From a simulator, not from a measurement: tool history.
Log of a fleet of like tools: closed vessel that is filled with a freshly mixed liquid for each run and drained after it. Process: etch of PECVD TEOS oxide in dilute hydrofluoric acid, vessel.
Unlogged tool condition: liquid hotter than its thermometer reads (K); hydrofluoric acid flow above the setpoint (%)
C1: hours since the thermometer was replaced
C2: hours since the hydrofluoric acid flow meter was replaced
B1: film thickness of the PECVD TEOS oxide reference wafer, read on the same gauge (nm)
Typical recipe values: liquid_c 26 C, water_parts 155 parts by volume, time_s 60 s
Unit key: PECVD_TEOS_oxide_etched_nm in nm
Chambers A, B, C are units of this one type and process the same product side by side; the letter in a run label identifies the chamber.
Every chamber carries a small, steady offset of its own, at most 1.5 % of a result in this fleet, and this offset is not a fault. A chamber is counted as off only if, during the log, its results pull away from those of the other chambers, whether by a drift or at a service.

{"run": "1A", "hour": 3.0, "liquid_c": 26, "water_parts": 155, "time_s": 60, "C1": 1205.4, "C2": 101.7, "B1": 39.975, "PECVD_TEOS_oxide_etched_nm": 7.9092}
{"run": "2C", "hour": 7.5, "liquid_c": 26, "water_parts": 155, "time_s": 60, "C1": 28.2, "C2": 597, "B1": 39.983, "PECVD_TEOS_oxide_etched_nm": 7.6904}
{"run": "3B", "hour": 12.3, "liquid_c": 26, "water_parts": 155, "time_s": 60, "C1": 452.1, "C2": 30.5, "B1": 39.944, "PECVD_TEOS_oxide_etched_nm": 7.8605}
{"run": "4C", "hour": 15.4, "liquid_c": 26, "water_parts": 155, "time_s": 60, "C1": 36.1, "C2": 604.9, "B1": 40.013, "PECVD_TEOS_oxide_etched_nm": 7.7806}
{"run": "5A", "hour": 18.4, "liquid_c": 26, "water_parts": 155, "time_s": 60, "C1": 1220.8, "C2": 117.1, "B1": 40.003, "PECVD_TEOS_oxide_etched_nm": 7.8186}
{"run": "6B", "hour": 22.8, "liquid_c": 26, "water_parts": 155, "time_s": 60, "C1": 462.6, "C2": 41, "B1": 39.986, "PECVD_TEOS_oxide_etched_nm": 7.7808}
{"run": "7A", "hour": 25.3, "liquid_c": 26, "water_parts": 155, "time_s": 60, "C1": 1227.7, "C2": 124, "B1": 40.03, "PECVD_TEOS_oxide_etched_nm": 7.9258}
{"run": "8C", "hour": 27.9, "liquid_c": 26, "water_parts": 155, "time_s": 60, "C1": 48.6, "C2": 617.4, "B1": 39.996, "PECVD_TEOS_oxide_etched_nm": 7.829}
{"run": "9B", "hour": 31.7, "liquid_c": 26, "water_parts": 155, "time_s": 60, "C1": 471.5, "C2": 49.9, "B1": 39.997, "PECVD_TEOS_oxide_etched_nm": 7.759}
{"run": "10C", "hour": 34.5, "liquid_c": 26, "water_parts": 155, "time_s": 60, "C1": 55.2, "C2": 624, "B1": 40.022, "PECVD_TEOS_oxide_etched_nm": 7.8113}
{"run": "11A", "hour": 37.7, "liquid_c": 26, "water_parts": 155, "time_s": 60, "C1": 1240.1, "C2": 136.4, "B1": 40.011, "PECVD_TEOS_oxide_etched_nm": 7.8495}
{"run": "12B", "hour": 40.7, "liquid_c": 26, "water_parts": 155, "time_s": 60, "C1": 480.5, "C2": 58.9, "B1": 39.969, "PECVD_TEOS_oxide_etched_nm": 7.8023}
{"run": "13A", "hour": 44.3, "liquid_c": 26, "water_parts": 155, "time_s": 60, "C1": 1246.7, "C2": 143, "B1": 39.997, "PECVD_TEOS_oxide_etched_nm": 7.798}
{"run": "14B", "hour": 48.8, "liquid_c": 26, "water_parts": 155, "time_s": 60, "C1": 488.6, "C2": 67, "B1": 40.004, "PECVD_TEOS_oxide_etched_nm": 7.7216}
{"run": "15C", "hour": 52.7, "liquid_c": 26, "water_parts": 155, "time_s": 60, "C1": 73.4, "C2": 642.2, "B1": 40.019, "PECVD_TEOS_oxide_etched_nm": 7.8178}
{"run": "16C", "hour": 55.1, "liquid_c": 26, "water_parts": 155, "time_s": 60, "C1": 75.8, "C2": 644.6, "B1": 39.979, "PECVD_TEOS_oxide_etched_nm": 7.5749}
{"run": "17A", "hour": 58.0, "liquid_c": 26, "water_parts": 155, "time_s": 60, "C1": 1260.4, "C2": 156.7, "B1": 39.99, "PECVD_TEOS_oxide_etched_nm": 7.9498}
{"run": "18B", "hour": 61.5, "liquid_c": 26, "water_parts": 80, "time_s": 75, "C1": 501.3, "C2": 79.7, "B1": 40.019, "PECVD_TEOS_oxide_etched_nm": 20.747}
{"run": "19B", "hour": 65.7, "liquid_c": 26, "water_parts": 80, "time_s": 75, "C1": 505.5, "C2": 83.9, "B1": 39.998, "PECVD_TEOS_oxide_etched_nm": 20.732}
{"run": "20C", "hour": 68.8, "liquid_c": 26, "water_parts": 80, "time_s": 75, "C1": 89.5, "C2": 658.3, "B1": 39.995, "PECVD_TEOS_oxide_etched_nm": 20.701}
{"run": "21A", "hour": 71.6, "liquid_c": 26, "water_parts": 155, "time_s": 60, "C1": 1274, "C2": 170.3, "B1": 39.971, "PECVD_TEOS_oxide_etched_nm": 7.8965}
{"run": "22A", "hour": 73.8, "liquid_c": 26, "water_parts": 155, "time_s": 60, "C1": 1276.2, "C2": 172.5, "B1": 40.026, "PECVD_TEOS_oxide_etched_nm": 7.7437}
{"run": "23C", "hour": 76.0, "liquid_c": 26, "water_parts": 155, "time_s": 60, "C1": 96.7, "C2": 665.5, "B1": 40.01, "PECVD_TEOS_oxide_etched_nm": 7.8107}
{"run": "24B", "hour": 80.0, "liquid_c": 24, "water_parts": 155, "time_s": 75, "C1": 519.8, "C2": 98.2, "B1": 39.987, "PECVD_TEOS_oxide_etched_nm": 9.0537}
{"run": "25A", "hour": 82.7, "liquid_c": 24, "water_parts": 155, "time_s": 75, "C1": 1285.1, "C2": 181.4, "B1": 40.025, "PECVD_TEOS_oxide_etched_nm": 9.0413}
{"run": "26C", "hour": 85.1, "liquid_c": 24, "water_parts": 155, "time_s": 75, "C1": 105.8, "C2": 674.6, "B1": 40.005, "PECVD_TEOS_oxide_etched_nm": 9.1749}
{"run": "27B", "hour": 87.5, "liquid_c": 26, "water_parts": 190, "time_s": 35, "C1": 527.3, "C2": 105.7, "B1": 40.021, "PECVD_TEOS_oxide_etched_nm": 3.6319}
{"run": "28A", "hour": 90.4, "liquid_c": 26, "water_parts": 190, "time_s": 35, "C1": 1292.8, "C2": 189.1, "B1": 40.009, "PECVD_TEOS_oxide_etched_nm": 3.5893}
{"run": "29B", "hour": 94.8, "liquid_c": 26, "water_parts": 190, "time_s": 35, "C1": 534.6, "C2": 113, "B1": 40.004, "PECVD_TEOS_oxide_etched_nm": 3.5625}
{"run": "30C", "hour": 98.7, "liquid_c": 26, "water_parts": 155, "time_s": 60, "C1": 119.4, "C2": 688.2, "B1": 39.986, "PECVD_TEOS_oxide_etched_nm": 7.7163}
{"run": "31A", "hour": 100.9, "liquid_c": 26, "water_parts": 155, "time_s": 60, "C1": 1303.3, "C2": 199.6, "B1": 39.973, "PECVD_TEOS_oxide_etched_nm": 7.8537}

Predict what each chamber gives when all 3 of them run the settings below next.
{"run": "32A", "hour": 104.4, "liquid_c": 26, "water_parts": 155, "time_s": 60, "PECVD_TEOS_oxide_etched_nm": "?"}
{"run": "32B", "hour": 104.4, "liquid_c": 26, "water_parts": 155, "time_s": 60, "PECVD_TEOS_oxide_etched_nm": "?"}
{"run": "32C", "hour": 104.4, "liquid_c": 26, "water_parts": 155, "time_s": 60, "PECVD_TEOS_oxide_etched_nm": "?"}

run=32A PECVD_TEOS_oxide_etched_nm=7.9245
run=32B PECVD_TEOS_oxide_etched_nm=7.8071
run=32C PECVD_TEOS_oxide_etched_nm=7.7783
